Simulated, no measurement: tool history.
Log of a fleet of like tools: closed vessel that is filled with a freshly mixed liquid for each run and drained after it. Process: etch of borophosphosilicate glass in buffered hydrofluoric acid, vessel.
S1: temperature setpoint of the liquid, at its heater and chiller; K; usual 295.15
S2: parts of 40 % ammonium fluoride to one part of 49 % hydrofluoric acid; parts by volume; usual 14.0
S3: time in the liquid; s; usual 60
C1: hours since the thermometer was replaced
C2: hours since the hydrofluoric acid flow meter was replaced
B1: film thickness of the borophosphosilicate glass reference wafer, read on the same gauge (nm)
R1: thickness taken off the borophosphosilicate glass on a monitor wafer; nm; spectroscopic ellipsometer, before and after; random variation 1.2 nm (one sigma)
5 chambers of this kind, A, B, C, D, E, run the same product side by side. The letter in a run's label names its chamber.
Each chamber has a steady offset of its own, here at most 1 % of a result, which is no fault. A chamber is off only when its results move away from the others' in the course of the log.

| run | hour | S1 | S2 | S3 | C1 | C2 | B1 | R1 |
|---|---|---|---|---|---|---|---|---|
| 1E | 3.0 | 295.15 | 14.0 | 60 | 553.4 | 869.5 | 100.010 | 140.00 |
| 2C | 5.5 | 295.15 | 14.0 | 60 | 1344.5 | 1218.6 | 100.030 | 135.98 |
| 3A | 9.1 | 295.15 | 14.0 | 60 | 1230.9 | 221.8 | 99.991 | 138.34 |
| 4D | 12.8 | 295.15 | 14.0 | 60 | 776.4 | 126.2 | 100.010 | 139.91 |
| 5B | 17.0 | 295.15 | 14.0 | 60 | 178.7 | 383.7 | 100.010 | 138.04 |
| 6A | 21.9 | 295.15 | 14.0 | 60 | 1243.7 | 234.6 | 100.020 | 139.48 |
| 7D | 26.6 | 295.15 | 19.0 | 60 | 790.2 | 140.0 | 99.949 | 103.85 |
| 8C | 31.9 | 295.15 | 19.0 | 60 | 1370.9 | 1245.0 | 99.985 | 100.27 |
| 9B | 34.3 | 295.15 | 19.0 | 60 | 196.0 | 401.0 | 99.973 | 101.21 |
| 10E | 37.9 | 295.15 | 19.0 | 60 | 588.3 | 904.4 | 99.980 | 101.37 |
| 11A | 43.0 | 295.15 | 19.0 | 60 | 1264.8 | 255.7 | 99.995 | 102.39 |
| 12E | 47.3 | 295.15 | 14.0 | 60 | 597.7 | 913.8 | 99.940 | 138.11 |
| 13D | 51.4 | 295.15 | 14.0 | 60 | 815.0 | 164.8 | 100.010 | 141.10 |
| 14B | 55.6 | 295.15 | 14.0 | 60 | 217.3 | 422.3 | 100.020 | 135.15 |
| 15C | 60.0 | 295.15 | 14.0 | 60 | 1399.0 | 1273.1 | 99.948 | 137.73 |
| 16C | 64.1 | 295.15 | 14.0 | 60 | 1403.1 | 1277.2 | 100.010 | 137.11 |
| 17A | 67.4 | 295.15 | 9.5 | 80 | 1289.2 | 280.1 | 100.010 | 266.93 |
| 18E | 71.3 | 295.15 | 9.5 | 80 | 621.7 | 937.8 | 100.010 | 266.15 |
| 19B | 74.8 | 295.15 | 9.5 | 80 | 236.5 | 441.5 | 100.010 | 255.95 |
| 20D | 77.1 | 295.15 | 9.5 | 80 | 840.7 | 190.5 | 99.985 | 271.33 |
| 21E | 80.8 | 295.15 | 9.5 | 80 | 631.2 | 947.3 | 99.991 | 263.82 |
| 22C | 83.3 | 295.15 | 14.0 | 60 | 1422.3 | 1296.4 | 99.985 | 137.45 |
| 23A | 86.3 | 295.15 | 14.0 | 60 | 1308.1 | 299.0 | 99.988 | 139.06 |
| 24D | 91.3 | 295.15 | 14.0 | 60 | 854.9 | 204.7 | 100.020 | 138.72 |
| 25B | 94.8 | 295.15 | 14.0 | 60 | 256.5 | 461.5 | 100.000 | 130.36 |
| 26C | 98.7 | 295.15 | 14.0 | 60 | 1437.7 | 1311.8 | 100.010 | 139.01 |
| 27D | 104.1 | 295.15 | 14.0 | 60 | 867.7 | 217.5 | 100.010 | 138.18 |
| 28E | 106.5 | 295.15 | 14.0 | 60 | 656.9 | 973.0 | 100.030 | 136.39 |
| 29A | 109.4 | 295.15 | 14.0 | 60 | 1331.2 | 322.1 | 100.020 | 137.58 |
| 30B | 113.1 | 295.15 | 14.0 | 60 | 274.8 | 479.8 | 100.000 | 128.18 |
| 31B | 117.6 | 295.15 | 14.0 | 60 | 279.3 | 484.3 | 99.989 | 127.71 |
| 32D | 122.8 | 295.15 | 14.0 | 60 | 886.4 | 236.2 | 100.010 | 140.92 |

Next, every chamber runs the same settings. What will each give?
| 33A | 126.6 | 296.65 | 14.0 | 60 |  |  |  | ? |
| 33B | 126.6 | 296.65 | 14.0 | 60 |  |  |  | ? |
| 33C | 126.6 | 296.65 | 14.0 | 60 |  |  |  | ? |
| 33D | 126.6 | 296.65 | 14.0 | 60 |  |  |  | ? |
| 33E | 126.6 | 296.65 | 14.0 | 60 |  |  |  | ? |

| run | R1 |
|---|---|
| 33A | 150.58 |
| 33B | 137.05 |
| 33C | 150.47 |
| 33D | 152.85 |
| 33E | 147.85 |
